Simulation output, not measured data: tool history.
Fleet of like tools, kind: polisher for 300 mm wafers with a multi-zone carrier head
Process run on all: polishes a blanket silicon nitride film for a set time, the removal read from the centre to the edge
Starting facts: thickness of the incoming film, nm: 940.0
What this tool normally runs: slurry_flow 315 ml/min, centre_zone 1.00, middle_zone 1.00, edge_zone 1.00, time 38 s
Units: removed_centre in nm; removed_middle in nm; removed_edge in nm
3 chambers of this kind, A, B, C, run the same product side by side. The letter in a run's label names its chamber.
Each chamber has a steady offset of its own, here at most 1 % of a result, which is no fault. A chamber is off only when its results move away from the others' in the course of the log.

run   hour  slurry_flow  centre_zone  middle_zone  edge_zone  time  wafers polished on this pad  hours since the slurry nozzle was cleaned  hours since the centre zone pressure was calibrated  hours since the edge zone pressure was calibrated  removed_centre  removed_middle  removed_edge
       4.4  -- chamber A: worn pad replaced by a new one
 1B    5.7          315         1.00         1.00       1.00    38                          598                                       68.2                                                 69.3                                              130.4          46.900          47.768        47.788
 2C    9.7          315         1.00         1.00       1.00    38                         1396                                      617.1                                                349.0                                              126.7          47.333          46.715        47.070
 3A   15.2          315         1.00         1.00       1.00    38                          118                                      149.2                                                993.6                                              175.0          47.042          47.600        46.747
 4A   19.4          315         1.00         1.00       1.00    38                          163                                      153.4                                                997.8                                              179.2          47.553          46.862        46.469
      20.0  -- chamber C: worn pad replaced by a new one
 5C   23.6          315         1.00         1.00       1.00    38                           39                                      631.0                                                362.9                                              140.6          48.295          47.409        47.122
 6B   27.2          315         1.00         1.00       1.00    38                          832                                       89.7                                                 90.8                                              151.9          48.003          46.401        47.294
      31.9  -- chamber B: worn pad replaced by a new one
 7B   32.1          315         1.00         1.00       1.00    38                            2                                       94.6                                                 95.7                                              156.8          46.827          47.135        47.060
 8A   35.9          315         1.00         1.00       1.00    38                          343                                      169.9                                               1014.3                                              195.7          47.215          47.251        46.162
 9C   40.5          315         1.00         0.89       1.00    38                          223                                      647.9                                                379.8                                              157.5          47.381          42.456        47.262
10B   46.0          315         1.00         0.89       1.00    38                          153                                      108.5                                                109.6                                              170.7          47.366          42.222        46.807
11C   51.1          315         1.00         0.89       1.00    38                          338                                      658.5                                                390.4                                              168.1          47.277          42.823        47.018
12A   57.0          315         0.92         1.00       1.05    38                          573                                      191.0                                               1035.4                                              216.8          42.261          47.114        47.664
13B   63.1          315         0.92         1.00       1.05    38                          340                                      125.6                                                126.7                                              187.8          43.468          47.686        48.170
14C   68.7          315         0.92         1.00       1.05    38                          530                                      676.1                                                408.0                                              185.7          43.326          48.034        48.351
15A   71.7          315         1.00         1.00       1.00    38                          733                                      205.7                                               1050.1                                              231.5          45.646          47.048        46.391
      75.7  -- chamber A: worn pad replaced by a new one
16B   76.8          315         1.00         1.00       1.00    38                          489                                      139.3                                                140.4                                              201.5          46.568          47.153        47.841
17C   81.2          315         1.00         1.00       1.00    38                          666                                      688.6                                                420.5                                              198.2          47.849          46.938        46.629
18A   87.0          315         1.00         1.00       1.00    38                          123                                      221.0                                               1065.4                                              246.8          47.518          47.376        46.843
      87.1  -- chamber A: centre zone pressure recalibrated
19C   92.6          315         1.00         1.00       1.00    38                          791                                      700.0                                                431.9                                              209.6          47.867          47.348        47.355
20A   97.4          375         1.00         1.00       1.00    48                          236                                      231.4                                                 10.3                                              257.2          65.148          60.125        58.803
21B  102.7          375         1.00         1.00       1.00    48                          771                                      165.2                                                166.3                                              227.4          60.979          60.175        59.884
22B  105.6          375         1.00         1.00       1.00    48                          803                                      168.1                                                169.2                                              230.3          60.744          60.384        61.037
23A  110.3          315         1.00         1.00       1.00    38                          377                                      244.3                                                 23.2                                              270.1          51.179          47.440        46.706
     112.7  -- chamber B: worn pad replaced by a new one
24C  115.0          315         1.00         0.91       1.00    38                         1035                                      722.4                                                454.3                                              232.0          48.276          43.334        47.754
25B  120.9          315         1.00         0.91       1.00    38                           89                                      183.4                                                184.5                                              245.6          47.369          43.672        47.092
26A  125.8          315         1.00         0.91       1.00    38                          546                                      259.8                                                 38.7                                              285.6          51.347          43.200        46.725
27C  130.9          315         1.00         1.00       1.00    38                         1208                                      738.3                                                470.2                                              247.9          47.493          46.987        46.664
28C  135.3          315         1.00         1.00       1.00    38                         1256                                      742.7                                                474.6                                              252.3          48.691          46.985        47.047
     136.8  -- chamber C: worn pad replaced by a new one
29B  138.7          315         1.00         1.00       1.00    38                          283                                      201.2                                                202.3                                              263.4          45.990          47.322        47.427
30A  141.5          415         1.00         1.00       1.00    43                          717                                      275.5                                                 54.4                                              301.3          58.425          54.906        53.054
31A  145.8          415         1.00         1.00       1.00    43                          764                                      279.8                                                 58.7                                              305.6          57.756          54.502        53.216
32B  150.7          415         1.00         1.00       1.00    43                          414                                      213.2                                                214.3                                              275.4          53.757          54.901        53.950
     153.8  -- chamber A: slurry nozzle cleaned
33C  155.5          315         1.00         1.00       1.00    38                          204                                      762.9                                                494.8                                              272.5          46.207          46.998        47.314
     157.8  -- chamber A: worn pad replaced by a new one
34A  158.9          315         1.00         1.00       1.00    38                           12                                        5.2                                                 71.8                                              318.7          52.487          47.980        47.056
35B  162.2          315         1.00         1.00       1.00    38                          539                                      224.7                                                225.8                                              286.9          47.305          46.929        47.168
36C  165.4          315         1.00         1.00       1.00    38                          311                                      772.8                                                504.7                                              282.4          46.805          46.280        47.466
37A  169.5          315         1.00         1.00       1.00    38                          127                                       15.8                                                 82.4                                              329.3          51.285          47.520        46.876
38C  173.6          315         1.00         1.00       1.00    38                          401                                      781.0                                                512.9                                              290.6          47.593          46.758        47.516
39B  178.2          315         1.00         1.00       1.00    38                          714                                      240.7                                                241.8                                              302.9          46.964          46.639        47.076
40A  184.0          315         1.00         1.00       1.00    38                          285                                       30.3                                                 96.9                                              343.8          50.393          46.576        46.610
41C  187.1          315         1.00         1.00       1.00    38                          548                                      794.5                                                526.4                                              304.1          48.169          46.479        47.233

All chambers now run identical settings, listed one chamber a line with results as question marks. What results will each chamber show?
42A  191.5          315         1.00         1.00       1.00    38                                                                                                                                                                                               ?               ?             ?
42B  191.5          315         1.00         1.00       1.00    38                                                                                                                                                                                               ?               ?             ?
42C  191.5          315         1.00         1.00       1.00    38                                                                                                                                                                                               ?               ?             ?

run  removed_centre  removed_middle  removed_edge
42A          49.378          46.995        47.016
42B          47.600          46.559        47.367
42C          47.811          46.872        46.472
